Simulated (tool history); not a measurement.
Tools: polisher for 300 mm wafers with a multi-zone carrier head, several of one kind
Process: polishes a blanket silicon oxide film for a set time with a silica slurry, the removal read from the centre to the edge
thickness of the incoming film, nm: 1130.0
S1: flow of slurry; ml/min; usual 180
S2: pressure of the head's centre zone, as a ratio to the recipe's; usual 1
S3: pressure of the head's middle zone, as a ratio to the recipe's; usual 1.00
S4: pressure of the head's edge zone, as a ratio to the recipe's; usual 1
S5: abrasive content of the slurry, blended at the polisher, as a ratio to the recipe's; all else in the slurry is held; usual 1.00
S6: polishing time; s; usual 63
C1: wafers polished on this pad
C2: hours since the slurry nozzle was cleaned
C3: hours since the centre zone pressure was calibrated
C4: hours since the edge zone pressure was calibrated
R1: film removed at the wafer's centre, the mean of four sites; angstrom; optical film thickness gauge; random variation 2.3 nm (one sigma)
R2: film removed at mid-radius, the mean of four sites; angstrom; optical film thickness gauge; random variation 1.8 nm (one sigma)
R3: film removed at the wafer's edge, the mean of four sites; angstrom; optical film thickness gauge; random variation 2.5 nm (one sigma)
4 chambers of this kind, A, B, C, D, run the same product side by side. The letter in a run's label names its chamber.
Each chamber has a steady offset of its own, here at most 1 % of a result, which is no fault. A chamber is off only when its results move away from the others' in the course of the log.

run   hour   S1  S2    S3  S4    S5  S6    C1     C2      C3      C4      R1      R2      R3
 1B    3.0  180   1  1.00   1  1.00  63   576  326.2   395.3   149.1  2020.1  2109.3  2085.8
 2C    6.1  180   1  1.00   1  1.00  63   419  110.5   905.2  1079.2  2061.5  2133.6  2066.4
 3D   10.6  180   1  1.00   1  1.00  63   982  574.4   345.1   398.0  2064.7  2084.9  2089.9
 4A   15.8  180   1  1.00   1  1.00  63   812  594.6   894.3   303.5  2113.0  2080.9  2069.3
 5B   20.6  180   1  1.00   1  1.00  63   782  343.8   412.9   166.7  2020.6  2110.1  2126.9
 6C   25.2  180   1  1.00   1  1.00  63   642  129.6   924.3  1098.3  2057.3  2090.4  2118.6
      27.2  -- chamber B: slurry nozzle cleaned
 7A   29.6  180   1  1.00   1  1.00  63   973  608.4   908.1   317.3  2054.6  2066.0  2095.9
      32.2  -- chamber D: worn pad replaced by a new one
 8D   32.6  180   1  1.00   1  1.00  63     4  596.4   367.1   420.0  2078.0  2099.1  2118.5
 9A   37.2  180   1  1.00   1  1.00  63  1062  616.0   915.7   324.9  2094.2  2108.5  2048.7
10B   39.9  180   1  1.00   1  1.00  63  1008   12.7   432.2   186.0  2022.1  2072.0  2077.2
11C   44.2  180   1  1.00   1  1.00  63   865  148.6   943.3  1117.3  2074.5  2094.4  2072.2
12D   48.7  180   1  1.00   1  1.00  63   193  612.5   383.2   436.1  2096.6  2087.6  2076.6
      51.8  -- chamber C: worn pad replaced by a new one
13B   53.8  180   1  1.00   1  1.00  63  1171   26.6   446.1   199.9  2002.6  2022.5  2010.4
      55.4  -- chamber A: worn pad replaced by a new one
14C   56.8  180   1  1.00   1  1.00  63    59  161.2   955.9  1129.9  2077.6  2060.8  2078.5
15A   59.9  180   1  1.00   1  1.00  63    52  638.7   938.4   347.6  2107.4  2093.7  2074.5
16D   65.4  180   1  1.00   1  1.00  63   389  629.2   399.9   452.8  2048.5  2066.2  2069.0
17B   68.6  180   1  1.00   1  1.00  63  1344   41.4   460.9   214.7  2004.1  2046.7  1999.4
18C   73.9  180   1  1.00   1  1.00  63   259  178.3   973.0  1147.0  2062.2  2087.2  2051.2
19A   76.6  180   1  0.93   1  0.75  63   248  655.4   955.1   364.3  1788.3  1712.1  1806.7
20D   81.9  180   1  0.93   1  0.75  63   582  645.7   416.4   469.3  1815.7  1683.2  1815.1
21A   84.3  180   1  0.93   1  0.75  63   338  663.1   962.8   372.0  1826.0  1724.5  1800.9
22D   88.9  180   1  0.93   1  0.75  63   664  652.7   423.4   476.3  1817.2  1699.1  1785.7
23B   91.4  180   1  1.00   1  1.00  63  1611   64.2   483.7   237.5  1918.0  1979.6  1962.8
24C   95.4  180   1  1.00   1  1.00  63   511  199.8   994.5  1168.5  2082.0  2090.0  2085.2
25B  100.1  180   1  1.00   1  1.00  49  1713   72.9   492.4   246.2  1521.9  1530.6  1515.3
26C  105.0  180   1  1.00   1  1.00  49   624  209.4  1004.1  1178.1  1612.9  1618.2  1603.1
27D  110.2  180   1  1.00   1  1.00  49   913  674.0   444.7   497.6  1628.9  1633.7  1631.0
28A  113.6  180   1  1.00   1  1.00  49   681  692.4   992.1   401.3  1642.3  1595.6  1603.0
29A  116.8  180   1  1.00   1  1.00  63   719  695.6   995.3   404.5  2105.5  2061.4  2079.6
30D  121.8  180   1  1.00   1  1.00  63  1049  685.6   456.3   509.2  2061.5  2080.3  2069.0
     122.1  -- chamber D: worn pad replaced by a new one
31B  124.6  180   1  0.90   1  1.00  63  2000   97.4   516.9   270.7  1877.7  1773.4  1909.2
32C  128.3  180   1  0.90   1  1.00  63   897  232.7  1027.4  1201.4  2111.8  1928.6  2052.4
     129.9  -- chamber C: worn pad replaced by a new one
33A  132.1  180   1  0.90   1  1.00  63   898  710.9  1010.6   419.8  2070.9  1878.7  2066.1
34C  135.2  180   1  0.90   1  1.00  63    62  239.6  1034.3  1208.3  2043.9  1911.4  2109.1
35B  139.3  180   1  1.00   1  1.00  63  2173  112.1   531.6   285.4  1846.7  1901.1  1889.9
36D  143.7  180   1  1.00   1  1.00  63   253  707.5   478.2   531.1  2035.5  2084.0  2092.2

What goes on in this fleet: one chamber off, a drifting gauge, or nothing beyond the chambers' own small offsets? Name the chamber and the cause, if any.

Chamber B drifts away from the others.
Cause: removal rate lost through wear of the pad, % = 9.23.

Here are 4 candidates for chamber B's next run, each the usual settings with a change, their results left as question marks. Which one brings its results back in line with what the others give on the usual settings?
In line means no further than this from the other chambers' mean on the usual settings: R1 80.0 angstrom; R2 62.0 angstrom; R3 87.0 angstrom
37B-1  147.6  185  1.02  0.99  1.01  1.05  72                   ?   ?   ?
37B-2  147.6  180  1.01  0.99  1.00  1.05  68                   ?   ?   ?
37B-3  147.6  180  0.99  1.01  1.00  0.95  58                   ?   ?   ?
37B-4  147.6  175  0.98  1.01  1.00  0.95  55                   ?   ?   ?

The other chambers' mean on the usual settings: R1 2083.2 angstrom; R2 2083.2 angstrom; R3 2074.3 angstrom
  run      R1      R2      R3
37B-1  2242.2  2198.8  2218.7
37B-2  2084.7  2067.7  2077.9
37B-3  1662.2  1715.6  1692.5
37B-4  1550.7  1619.4  1599.5
37B-2 brings the chamber back in line.

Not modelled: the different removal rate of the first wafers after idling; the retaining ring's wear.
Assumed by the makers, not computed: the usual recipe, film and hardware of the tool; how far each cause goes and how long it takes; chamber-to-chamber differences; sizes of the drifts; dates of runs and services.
